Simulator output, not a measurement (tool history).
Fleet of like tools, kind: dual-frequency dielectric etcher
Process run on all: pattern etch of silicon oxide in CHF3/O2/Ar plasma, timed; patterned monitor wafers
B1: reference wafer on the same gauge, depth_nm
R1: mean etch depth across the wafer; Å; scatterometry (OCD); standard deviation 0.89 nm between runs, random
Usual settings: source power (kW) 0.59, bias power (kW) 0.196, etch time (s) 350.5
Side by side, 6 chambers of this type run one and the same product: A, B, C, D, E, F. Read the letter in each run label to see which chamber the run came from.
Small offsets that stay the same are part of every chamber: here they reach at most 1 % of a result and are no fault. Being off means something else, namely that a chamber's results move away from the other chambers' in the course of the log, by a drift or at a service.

run 1E hour=4.1 | source_power_(kW)=0.59 bias_power_(kW)=0.196 etch_time_(s)=350.5 | B1=840.76 | R1=7069.7
run 2D hour=7.7 | source_power_(kW)=0.59 bias_power_(kW)=0.196 etch_time_(s)=350.5 | B1=840.94 | R1=7077.1
run 3B hour=11.1 | source_power_(kW)=0.59 bias_power_(kW)=0.196 etch_time_(s)=350.5 | B1=840.3 | R1=7058.7
run 4F hour=15.1 | source_power_(kW)=0.59 bias_power_(kW)=0.196 etch_time_(s)=350.5 | B1=840.32 | R1=7108.2
run 5C hour=17.5 | source_power_(kW)=0.65 bias_power_(kW)=0.214 etch_time_(s)=350.5 | B1=840.39 | R1=7607.2
run 6A hour=21.3 | source_power_(kW)=0.65 bias_power_(kW)=0.214 etch_time_(s)=350.5 | B1=840.24 | R1=7575.9
run 7D hour=23.5 | source_power_(kW)=0.65 bias_power_(kW)=0.214 etch_time_(s)=350.5 | B1=840.01 | R1=7537.4
run 8E hour=26.2 | source_power_(kW)=0.65 bias_power_(kW)=0.214 etch_time_(s)=350.5 | B1=839.87 | R1=7549.8
run 9A hour=30.4 | source_power_(kW)=0.65 bias_power_(kW)=0.214 etch_time_(s)=350.5 | B1=839.86 | R1=7578.6
run 10C hour=32.5 | source_power_(kW)=0.65 bias_power_(kW)=0.214 etch_time_(s)=350.5 | B1=840.05 | R1=7617.3
run 11B hour=35.2 | source_power_(kW)=0.59 bias_power_(kW)=0.196 etch_time_(s)=409 | B1=839.78 | R1=8233.9
run 12F hour=38.8 | source_power_(kW)=0.59 bias_power_(kW)=0.196 etch_time_(s)=409 | B1=839.57 | R1=8288.3
run 13C hour=40.9 | source_power_(kW)=0.59 bias_power_(kW)=0.196 etch_time_(s)=409 | B1=839.51 | R1=8290.5
run 14F hour=43.7 | source_power_(kW)=0.59 bias_power_(kW)=0.196 etch_time_(s)=409 | B1=839.48 | R1=8267.8
run 15A hour=47.3 | source_power_(kW)=0.59 bias_power_(kW)=0.196 etch_time_(s)=409 | B1=839.33 | R1=8259.8
run 16D hour=50.8 | source_power_(kW)=0.59 bias_power_(kW)=0.196 etch_time_(s)=409 | B1=839 | R1=8224.9
run 17B hour=54.1 | source_power_(kW)=0.59 bias_power_(kW)=0.196 etch_time_(s)=350.5 | B1=838.92 | R1=7035.1
run 18E hour=57.4 | source_power_(kW)=0.59 bias_power_(kW)=0.196 etch_time_(s)=350.5 | B1=838.74 | R1=7059.5
run 19C hour=59.9 | source_power_(kW)=0.59 bias_power_(kW)=0.196 etch_time_(s)=350.5 | B1=838.65 | R1=7112.4
run 20F hour=61.9 | source_power_(kW)=0.59 bias_power_(kW)=0.196 etch_time_(s)=350.5 | B1=838.78 | R1=7079
run 21A hour=65.7 | source_power_(kW)=0.59 bias_power_(kW)=0.196 etch_time_(s)=350.5 | B1=838.32 | R1=7057.3
run 22D hour=68.2 | source_power_(kW)=0.59 bias_power_(kW)=0.196 etch_time_(s)=350.5 | B1=838.35 | R1=7050.4
run 23B hour=71.4 | source_power_(kW)=0.59 bias_power_(kW)=0.196 etch_time_(s)=350.5 | B1=838.81 | R1=7024.9
run 24E hour=74.6 | source_power_(kW)=0.59 bias_power_(kW)=0.196 etch_time_(s)=350.5 | B1=838.3 | R1=7033.8
run 25F hour=76.8 | source_power_(kW)=0.59 bias_power_(kW)=0.196 etch_time_(s)=350.5 | B1=838.3 | R1=7068.2
run 26A hour=79.3 | source_power_(kW)=0.59 bias_power_(kW)=0.196 etch_time_(s)=350.5 | B1=837.94 | R1=7072.7
run 27C hour=81.2 | source_power_(kW)=0.59 bias_power_(kW)=0.196 etch_time_(s)=350.5 | B1=837.95 | R1=7113.1
run 28B hour=83.5 | source_power_(kW)=0.68 bias_power_(kW)=0.196 etch_time_(s)=419 | B1=837.6 | R1=8878.2
run 29D hour=86.3 | source_power_(kW)=0.68 bias_power_(kW)=0.196 etch_time_(s)=419 | B1=837.87 | R1=8884.5
run 30E hour=88.3 | source_power_(kW)=0.68 bias_power_(kW)=0.196 etch_time_(s)=419 | B1=837.41 | R1=8906.3
run 31A hour=91.6 | source_power_(kW)=0.68 bias_power_(kW)=0.196 etch_time_(s)=419 | B1=837.78 | R1=8892.4
run 32B hour=95.5 | source_power_(kW)=0.68 bias_power_(kW)=0.196 etch_time_(s)=419 | B1=837.3 | R1=8875.3
run 33D hour=98.7 | source_power_(kW)=0.68 bias_power_(kW)=0.196 etch_time_(s)=419 | B1=837.44 | R1=8874.6
run 34C hour=100.8 | source_power_(kW)=0.59 bias_power_(kW)=0.196 etch_time_(s)=350.5 | B1=837.25 | R1=7087.9
run 35E hour=104.9 | source_power_(kW)=0.59 bias_power_(kW)=0.196 etch_time_(s)=350.5 | B1=837.36 | R1=7040.5
run 36F hour=108.8 | source_power_(kW)=0.59 bias_power_(kW)=0.196 etch_time_(s)=350.5 | B1=836.78 | R1=7080.1
run 37B hour=112.8 | source_power_(kW)=0.72 bias_power_(kW)=0.222 etch_time_(s)=350.5 | B1=836.89 | R1=7897.3
run 38C hour=115.3 | source_power_(kW)=0.72 bias_power_(kW)=0.222 etch_time_(s)=350.5 | B1=836.71 | R1=7975.8

Is one chamber off against the others, does the gauge drift, or is nothing wrong? If a chamber is off, say which, and what the likeliest cause is.

The gauge drifts, so all chambers seem to drift together. No chamber is off.
What lies behind it: gauge reads low (%) = 0.518.
